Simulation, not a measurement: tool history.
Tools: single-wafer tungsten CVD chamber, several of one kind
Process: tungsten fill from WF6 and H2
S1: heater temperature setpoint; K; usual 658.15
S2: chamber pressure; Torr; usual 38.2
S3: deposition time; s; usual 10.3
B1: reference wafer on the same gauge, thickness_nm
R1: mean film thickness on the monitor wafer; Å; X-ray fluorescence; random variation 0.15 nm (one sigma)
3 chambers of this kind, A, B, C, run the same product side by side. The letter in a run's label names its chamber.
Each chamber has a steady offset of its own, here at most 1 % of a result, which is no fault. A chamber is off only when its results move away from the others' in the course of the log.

| run | hour | S1 | S2 | S3 | B1 | R1 |
|---|---|---|---|---|---|---|
| 1C | 9.3 | 658.15 | 38.2 | 10.3 | 29.331 | 252.73 |
| 2A | 15.0 | 658.15 | 38.2 | 10.3 | 29.271 | 253.34 |
| 3B | 22.6 | 658.15 | 38.2 | 10.3 | 29.260 | 249.81 |
| 4B | 29.9 | 658.15 | 38.2 | 10.3 | 29.304 | 253.94 |
| 5A | 37.4 | 658.15 | 38.2 | 10.3 | 29.296 | 251.20 |
| 6C | 43.2 | 658.15 | 38.2 | 10.3 | 29.338 | 253.98 |
| 7A | 52.1 | 658.15 | 38.2 | 10.3 | 29.271 | 249.83 |
| 8B | 58.1 | 658.15 | 32.7 | 10.3 | 29.323 | 232.02 |
| 9C | 66.9 | 658.15 | 32.7 | 10.3 | 29.300 | 235.76 |
| 10C | 78.3 | 658.15 | 32.7 | 10.3 | 29.245 | 233.74 |
| 11B | 90.5 | 658.15 | 38.2 | 10.3 | 29.278 | 251.48 |
| 12A | 101.4 | 658.15 | 38.2 | 10.3 | 29.294 | 250.41 |
| 13C | 112.8 | 658.15 | 38.2 | 10.3 | 29.309 | 251.69 |
|  | 113.2 | chamber B: thermocouple changed; heater temperature recalibrated |
| 14B | 118.6 | 658.15 | 38.2 | 10.3 | 29.301 | 250.58 |
| 15A | 130.4 | 658.15 | 38.2 | 10.3 | 29.305 | 249.93 |
|  | 135.9 | chamber C: thermocouple changed; heater temperature recalibrated |
| 16A | 137.7 | 658.15 | 38.2 | 10.3 | 29.325 | 252.64 |
| 17C | 144.3 | 658.15 | 38.2 | 10.3 | 29.298 | 263.83 |
| 18B | 149.8 | 658.15 | 38.2 | 10.3 | 29.283 | 249.99 |
| 19A | 158.3 | 658.15 | 38.2 | 10.3 | 29.306 | 251.55 |
| 20B | 165.5 | 658.15 | 38.2 | 10.3 | 29.339 | 250.04 |
| 21C | 171.8 | 658.15 | 38.2 | 10.3 | 29.287 | 263.12 |
| 22B | 180.6 | 647.15 | 38.2 | 10.3 | 29.250 | 201.31 |
| 23A | 191.8 | 647.15 | 38.2 | 10.3 | 29.319 | 202.03 |
| 24C | 201.6 | 647.15 | 38.2 | 10.3 | 29.294 | 212.05 |
| 25A | 212.3 | 658.15 | 38.2 | 10.3 | 29.246 | 252.77 |
| 26C | 218.8 | 658.15 | 38.2 | 10.3 | 29.291 | 259.67 |
| 27B | 228.4 | 658.15 | 38.2 | 10.3 | 29.272 | 249.54 |
| 28B | 239.6 | 658.15 | 38.2 | 10.3 | 29.316 | 249.98 |
| 29A | 246.3 | 658.15 | 38.2 | 10.3 | 29.306 | 251.51 |
| 30C | 257.9 | 658.15 | 38.2 | 10.3 | 29.300 | 261.43 |
| 31B | 263.3 | 658.15 | 38.2 | 10.3 | 29.323 | 251.05 |
| 32C | 270.7 | 658.15 | 38.2 | 10.3 | 29.292 | 263.08 |
| 33A | 277.9 | 658.15 | 38.2 | 10.3 | 29.327 | 252.46 |
| 34A | 288.4 | 658.15 | 38.2 | 10.3 | 29.278 | 250.61 |
| 35B | 299.9 | 658.15 | 38.2 | 10.3 | 29.294 | 250.26 |
| 36C | 305.2 | 645.15 | 38.2 | 11.7 | 29.309 | 229.93 |
| 37A | 312.0 | 645.15 | 38.2 | 11.7 | 29.323 | 219.09 |
| 38B | 323.5 | 645.15 | 38.2 | 11.7 | 29.335 | 218.72 |
| 39C | 331.3 | 658.15 | 38.2 | 10.3 | 29.288 | 263.49 |
| 40C | 341.4 | 658.15 | 30.3 | 10.3 | 29.346 | 236.84 |
| 41B | 349.5 | 658.15 | 30.3 | 10.3 | 29.291 | 224.07 |
| 42A | 359.0 | 658.15 | 30.3 | 10.3 | 29.301 | 225.06 |
| 43C | 365.5 | 658.15 | 38.2 | 10.3 | 29.298 | 264.83 |

All 3 chambers run these settings next. Forecast each chamber's results:
| 44A | 374.2 | 658.15 | 38.2 | 10.3 |  | ? |
| 44B | 374.2 | 658.15 | 38.2 | 10.3 |  | ? |
| 44C | 374.2 | 658.15 | 38.2 | 10.3 |  | ? |

| run | R1 |
|---|---|
| 44A | 251.93 |
| 44B | 250.35 |
| 44C | 265.98 |
